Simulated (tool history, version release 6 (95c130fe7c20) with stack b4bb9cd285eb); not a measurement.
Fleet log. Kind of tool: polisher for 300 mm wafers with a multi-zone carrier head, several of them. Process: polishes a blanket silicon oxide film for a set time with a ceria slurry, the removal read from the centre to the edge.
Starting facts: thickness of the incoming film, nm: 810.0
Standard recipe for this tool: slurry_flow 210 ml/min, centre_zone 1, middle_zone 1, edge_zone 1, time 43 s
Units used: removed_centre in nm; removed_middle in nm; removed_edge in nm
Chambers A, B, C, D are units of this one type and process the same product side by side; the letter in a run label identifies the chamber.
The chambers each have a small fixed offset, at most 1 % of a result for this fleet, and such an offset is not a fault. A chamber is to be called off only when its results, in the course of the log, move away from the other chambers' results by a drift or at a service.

run     day  slurry_flow  centre_zone  middle_zone  edge_zone  time  removed_centre  removed_middle  removed_edge
 1B   0.338          210            1            1          1    43          262.89          270.86        271.24
 2C   0.792          210            1            1          1    43          270.52          270.06        269.89
 3A   1.021          210            1            1          1    43          269.65          272.68        270.99
 4D   1.338          210            1            1          1    43          271.71          271.15        266.47
 5B   1.546          210            1            1          1    31          192.01          198.78        192.86
 6A   1.942          210            1            1          1    31          197.03          196.16        193.26
      1.962  -- chamber B: worn pad replaced by a new one
      2.183  -- chamber C: worn pad replaced by a new one
 7D   2.292          210            1            1          1    31          196.45          194.88        194.48
      2.600  -- chamber A: worn pad replaced by a new one
 8C   2.725          210            1            1          1    31          195.05          193.93        195.95
 9A   3.138          210            1            1          1    43          266.34          273.21        270.25
10B   3.521          210            1            1          1    43          274.40          269.86        272.58
11D   3.800          210            1            1          1    43          268.57          266.65        271.19
12C   4.150          210            1            1          1    43          269.00          269.94        268.99
      4.358  -- chamber D: worn pad replaced by a new one
      4.362  -- chamber B: worn pad replaced by a new one
13C   4.454          210            1            1          1    43          269.88          273.84        272.17
14A   4.779          210            1            1          1    43          269.54          269.82        267.85
15D   5.100          210            1            1          1    43          264.63          272.94        265.43
16B   5.358          210            1            1          1    43          271.46          268.39        268.40
      5.592  -- chamber B: edge zone pressure recalibrated
      5.662  -- chamber C: worn pad replaced by a new one
17B   5.775          210            1            1          1    43          267.50          271.36        271.46
18A   6.050          210            1            1          1    43          265.37          269.42        269.81
      6.104  -- chamber D: slurry nozzle cleaned
      6.121  -- chamber A: worn pad replaced by a new one
19C   6.379          210            1            1          1    43          277.46          272.31        268.93
20D   6.671          210            1            1          1    43          273.30          269.98        266.29
21B   6.996          210            1            1          1    43          276.13          271.30        269.26
      7.117  -- chamber B: worn pad replaced by a new one
22A   7.238          210            1            1          1    43          271.20          271.62        272.28
23C   7.688          210            1            1          1    43          269.63          273.42        279.51
24D   7.946          210            1            1          1    43          266.31          269.14        267.75
25C   8.192          210            1            1          1    43          276.99          272.99        272.13
26B   8.475          210            1            1          1    43          272.13          272.51        269.16
      8.583  -- chamber D: worn pad replaced by a new one
27A   8.808          210            1            1          1    43          270.68          274.46        266.90
      8.842  -- chamber C: worn pad replaced by a new one
28D   9.025          210            1            1          1    43          271.39          269.62        271.64
29C   9.233          210            1            1          1    43          271.96          270.09        264.15
      9.371  -- chamber B: worn pad replaced by a new one
      9.583  -- chamber C: slurry nozzle cleaned
30A   9.638          260            1            1          1    43          276.64          278.32        277.35
31D   9.862          260            1            1          1    43          281.39          274.58        275.18
      9.962  -- chamber C: centre zone pressure recalibrated
     10.071  -- chamber A: worn pad replaced by a new one
32B  10.279          260            1            1          1    43          280.14          285.30        269.11
33C  10.592          260            1            1          1    43          283.33          281.55        278.20
34B  10.975          210            1            1          1    43          269.42          269.73        269.38
35D  11.350          155            1            1          1    43          252.38          255.80        258.08
36A  11.646          155            1            1          1    43          253.11          257.19        257.98
37C  11.862          155            1            1          1    43          257.26          260.85        260.90
38D  12.212          155            1            1          1    43          251.30          256.59        257.73
     12.358  -- chamber B: worn pad replaced by a new one
39B  12.654          210            1            1          1    43          271.24          271.30        269.77
40A  13.092          210            1            1          1    43          260.86          273.18        271.50

Has any chamber moved away from the others, gradually or after a service, or does the common gauge drift, or do the chambers differ only by their own small steady offsets? State the chamber and the most likely cause if one applies.

Beyond each chamber's small constant offset nothing stands out, and the gauge stays steady.
